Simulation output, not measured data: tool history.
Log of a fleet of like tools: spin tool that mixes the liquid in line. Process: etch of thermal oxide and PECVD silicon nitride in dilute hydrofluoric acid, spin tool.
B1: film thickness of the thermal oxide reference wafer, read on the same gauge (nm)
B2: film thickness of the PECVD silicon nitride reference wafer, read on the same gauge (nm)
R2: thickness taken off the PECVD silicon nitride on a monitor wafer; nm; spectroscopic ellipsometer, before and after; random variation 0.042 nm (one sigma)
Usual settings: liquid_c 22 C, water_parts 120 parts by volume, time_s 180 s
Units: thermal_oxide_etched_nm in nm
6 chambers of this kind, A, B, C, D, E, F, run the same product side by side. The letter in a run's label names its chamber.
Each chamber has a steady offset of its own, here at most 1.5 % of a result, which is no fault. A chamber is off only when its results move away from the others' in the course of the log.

{"run": "1E", "hour": 7.4, "liquid_c": 22, "water_parts": 120, "time_s": 180, "B1": 89.983, "B2": 110.03, "thermal_oxide_etched_nm": 6.5081, "R2": 5.0892}
{"run": "2B", "hour": 15.9, "liquid_c": 22, "water_parts": 120, "time_s": 180, "B1": 89.996, "B2": 109.99, "thermal_oxide_etched_nm": 6.4659, "R2": 5.245}
{"run": "3C", "hour": 22.6, "liquid_c": 22, "water_parts": 120, "time_s": 180, "B1": 89.97, "B2": 109.99, "thermal_oxide_etched_nm": 6.4608, "R2": 5.1557}
{"hour": 26.4, "done": "chamber F: hydrofluoric acid flow meter replaced"}
{"run": "4A", "hour": 29.1, "liquid_c": 22, "water_parts": 120, "time_s": 180, "B1": 90.008, "B2": 110, "thermal_oxide_etched_nm": 6.4862, "R2": 5.1475}
{"run": "5D", "hour": 43.2, "liquid_c": 22, "water_parts": 120, "time_s": 180, "B1": 89.986, "B2": 109.97, "thermal_oxide_etched_nm": 6.4671, "R2": 5.1998}
{"run": "6F", "hour": 51.7, "liquid_c": 22, "water_parts": 120, "time_s": 180, "B1": 90.009, "B2": 110, "thermal_oxide_etched_nm": 6.484, "R2": 5.1017}
{"run": "7A", "hour": 60.6, "liquid_c": 22, "water_parts": 120, "time_s": 180, "B1": 90.011, "B2": 110, "thermal_oxide_etched_nm": 6.5121, "R2": 5.246}
{"hour": 65.7, "done": "chamber C: thermometer replaced"}
{"run": "8D", "hour": 73.9, "liquid_c": 22, "water_parts": 120, "time_s": 180, "B1": 90.011, "B2": 110.01, "thermal_oxide_etched_nm": 6.4815, "R2": 5.2991}
{"run": "9B", "hour": 82.0, "liquid_c": 22, "water_parts": 120, "time_s": 180, "B1": 89.99, "B2": 109.98, "thermal_oxide_etched_nm": 6.4876, "R2": 5.1467}
{"run": "10C", "hour": 90.2, "liquid_c": 22, "water_parts": 120, "time_s": 180, "B1": 89.993, "B2": 110.03, "thermal_oxide_etched_nm": 6.5191, "R2": 5.1866}
{"run": "11F", "hour": 99.8, "liquid_c": 22, "water_parts": 120, "time_s": 180, "B1": 89.993, "B2": 110.04, "thermal_oxide_etched_nm": 6.4784, "R2": 5.1768}
{"run": "12E", "hour": 108.6, "liquid_c": 22, "water_parts": 120, "time_s": 180, "B1": 90.005, "B2": 110.01, "thermal_oxide_etched_nm": 6.4911, "R2": 5.0918}
{"run": "13B", "hour": 118.5, "liquid_c": 22, "water_parts": 120, "time_s": 180, "B1": 90.006, "B2": 109.99, "thermal_oxide_etched_nm": 6.4769, "R2": 5.1644}
{"run": "14C", "hour": 127.1, "liquid_c": 22, "water_parts": 120, "time_s": 180, "B1": 89.993, "B2": 110, "thermal_oxide_etched_nm": 6.5841, "R2": 5.1514}
{"run": "15A", "hour": 136.0, "liquid_c": 22, "water_parts": 120, "time_s": 180, "B1": 90.024, "B2": 110, "thermal_oxide_etched_nm": 6.4753, "R2": 5.1514}
{"run": "16E", "hour": 148.6, "liquid_c": 24.5, "water_parts": 180, "time_s": 180, "B1": 90.002, "B2": 109.99, "thermal_oxide_etched_nm": 4.508, "R2": 4.0797}
{"hour": 161.6, "done": "chamber E: thermometer replaced"}
{"run": "17F", "hour": 162.4, "liquid_c": 24.5, "water_parts": 180, "time_s": 180, "B1": 90.026, "B2": 109.97, "thermal_oxide_etched_nm": 4.4024, "R2": 4.0275}
{"run": "18D", "hour": 173.2, "liquid_c": 24.5, "water_parts": 180, "time_s": 180, "B1": 90.025, "B2": 109.97, "thermal_oxide_etched_nm": 4.4345, "R2": 4.0496}
{"run": "19F", "hour": 181.5, "liquid_c": 24.5, "water_parts": 180, "time_s": 180, "B1": 90.053, "B2": 109.99, "thermal_oxide_etched_nm": 4.4151, "R2": 3.9947}
{"run": "20E", "hour": 188.8, "liquid_c": 24.5, "water_parts": 180, "time_s": 180, "B1": 89.969, "B2": 109.99, "thermal_oxide_etched_nm": 4.449, "R2": 4.0225}
{"run": "21D", "hour": 195.7, "liquid_c": 24.5, "water_parts": 180, "time_s": 180, "B1": 89.999, "B2": 110.02, "thermal_oxide_etched_nm": 4.4475, "R2": 4.0924}
{"run": "22A", "hour": 202.2, "liquid_c": 22, "water_parts": 95, "time_s": 95, "B1": 90.015, "B2": 109.96, "thermal_oxide_etched_nm": 4.4598, "R2": 3.4662}
{"run": "23C", "hour": 214.3, "liquid_c": 22, "water_parts": 95, "time_s": 95, "B1": 90.013, "B2": 109.99, "thermal_oxide_etched_nm": 4.4859, "R2": 3.495}
{"run": "24B", "hour": 224.4, "liquid_c": 22, "water_parts": 95, "time_s": 95, "B1": 89.974, "B2": 109.99, "thermal_oxide_etched_nm": 4.4578, "R2": 3.437}
{"hour": 225.3, "done": "chamber D: hydrofluoric acid flow meter replaced"}
{"run": "25E", "hour": 236.2, "liquid_c": 22, "water_parts": 95, "time_s": 95, "B1": 89.958, "B2": 110.02, "thermal_oxide_etched_nm": 4.4287, "R2": 3.3967}
{"run": "26B", "hour": 250.2, "liquid_c": 22, "water_parts": 95, "time_s": 95, "B1": 90.023, "B2": 109.99, "thermal_oxide_etched_nm": 4.4484, "R2": 3.4428}
{"run": "27C", "hour": 262.0, "liquid_c": 22, "water_parts": 95, "time_s": 95, "B1": 90.017, "B2": 110.01, "thermal_oxide_etched_nm": 4.5278, "R2": 3.4293}
{"run": "28F", "hour": 273.6, "liquid_c": 22, "water_parts": 65, "time_s": 280, "B1": 90.013, "B2": 110, "thermal_oxide_etched_nm": 20.177, "R2": 14.758}
{"run": "29D", "hour": 284.7, "liquid_c": 22, "water_parts": 65, "time_s": 280, "B1": 89.959, "B2": 110, "thermal_oxide_etched_nm": 20.026, "R2": 14.856}
{"run": "30A", "hour": 298.5, "liquid_c": 22, "water_parts": 65, "time_s": 280, "B1": 89.977, "B2": 109.98, "thermal_oxide_etched_nm": 19.562, "R2": 14.598}
{"run": "31A", "hour": 304.6, "liquid_c": 22, "water_parts": 65, "time_s": 280, "B1": 90, "B2": 109.99, "thermal_oxide_etched_nm": 19.624, "R2": 14.573}
{"run": "32B", "hour": 317.4, "liquid_c": 22, "water_parts": 65, "time_s": 280, "B1": 89.994, "B2": 110, "thermal_oxide_etched_nm": 19.811, "R2": 14.55}
{"run": "33D", "hour": 328.3, "liquid_c": 22, "water_parts": 65, "time_s": 280, "B1": 90.028, "B2": 109.98, "thermal_oxide_etched_nm": 19.978, "R2": 15.107}
{"run": "34E", "hour": 341.0, "liquid_c": 22, "water_parts": 120, "time_s": 180, "B1": 89.971, "B2": 109.98, "thermal_oxide_etched_nm": 6.5011, "R2": 5.0946}
{"hour": 345.5, "done": "chamber A: thermometer replaced"}
{"run": "35F", "hour": 353.8, "liquid_c": 22, "water_parts": 120, "time_s": 180, "B1": 89.987, "B2": 110, "thermal_oxide_etched_nm": 6.4973, "R2": 5.0933}
{"run": "36C", "hour": 363.7, "liquid_c": 22, "water_parts": 120, "time_s": 180, "B1": 89.988, "B2": 110.02, "thermal_oxide_etched_nm": 6.6667, "R2": 5.3299}
{"run": "37A", "hour": 373.8, "liquid_c": 22, "water_parts": 120, "time_s": 180, "B1": 89.991, "B2": 110.01, "thermal_oxide_etched_nm": 6.448, "R2": 5.222}
{"run": "38D", "hour": 384.9, "liquid_c": 22, "water_parts": 120, "time_s": 180, "B1": 90.02, "B2": 110, "thermal_oxide_etched_nm": 6.4802, "R2": 5.2065}
{"run": "39E", "hour": 391.5, "liquid_c": 22, "water_parts": 120, "time_s": 180, "B1": 90.026, "B2": 110.02, "thermal_oxide_etched_nm": 6.4677, "R2": 5.1213}

All 6 chambers run these settings next. Forecast each chamber's results:
{"run": "40A", "hour": 401.7, "liquid_c": 20.5, "water_parts": 120, "time_s": 180, "thermal_oxide_etched_nm": "?", "R2": "?"}
{"run": "40B", "hour": 401.7, "liquid_c": 20.5, "water_parts": 120, "time_s": 180, "thermal_oxide_etched_nm": "?", "R2": "?"}
{"run": "40C", "hour": 401.7, "liquid_c": 20.5, "water_parts": 120, "time_s": 180, "thermal_oxide_etched_nm": "?", "R2": "?"}
{"run": "40D", "hour": 401.7, "liquid_c": 20.5, "water_parts": 120, "time_s": 180, "thermal_oxide_etched_nm": "?", "R2": "?"}
{"run": "40E", "hour": 401.7, "liquid_c": 20.5, "water_parts": 120, "time_s": 180, "thermal_oxide_etched_nm": "?", "R2": "?"}
{"run": "40F", "hour": 401.7, "liquid_c": 20.5, "water_parts": 120, "time_s": 180, "thermal_oxide_etched_nm": "?", "R2": "?"}

run=40A thermal_oxide_etched_nm=6.1188 R2=4.6684
run=40B thermal_oxide_etched_nm=6.1248 R2=4.7219
run=40C thermal_oxide_etched_nm=6.2925 R2=4.7918
run=40D thermal_oxide_etched_nm=6.1169 R2=4.7219
run=40E thermal_oxide_etched_nm=6.1289 R2=4.6074
run=40F thermal_oxide_etched_nm=6.0767 R2=4.659

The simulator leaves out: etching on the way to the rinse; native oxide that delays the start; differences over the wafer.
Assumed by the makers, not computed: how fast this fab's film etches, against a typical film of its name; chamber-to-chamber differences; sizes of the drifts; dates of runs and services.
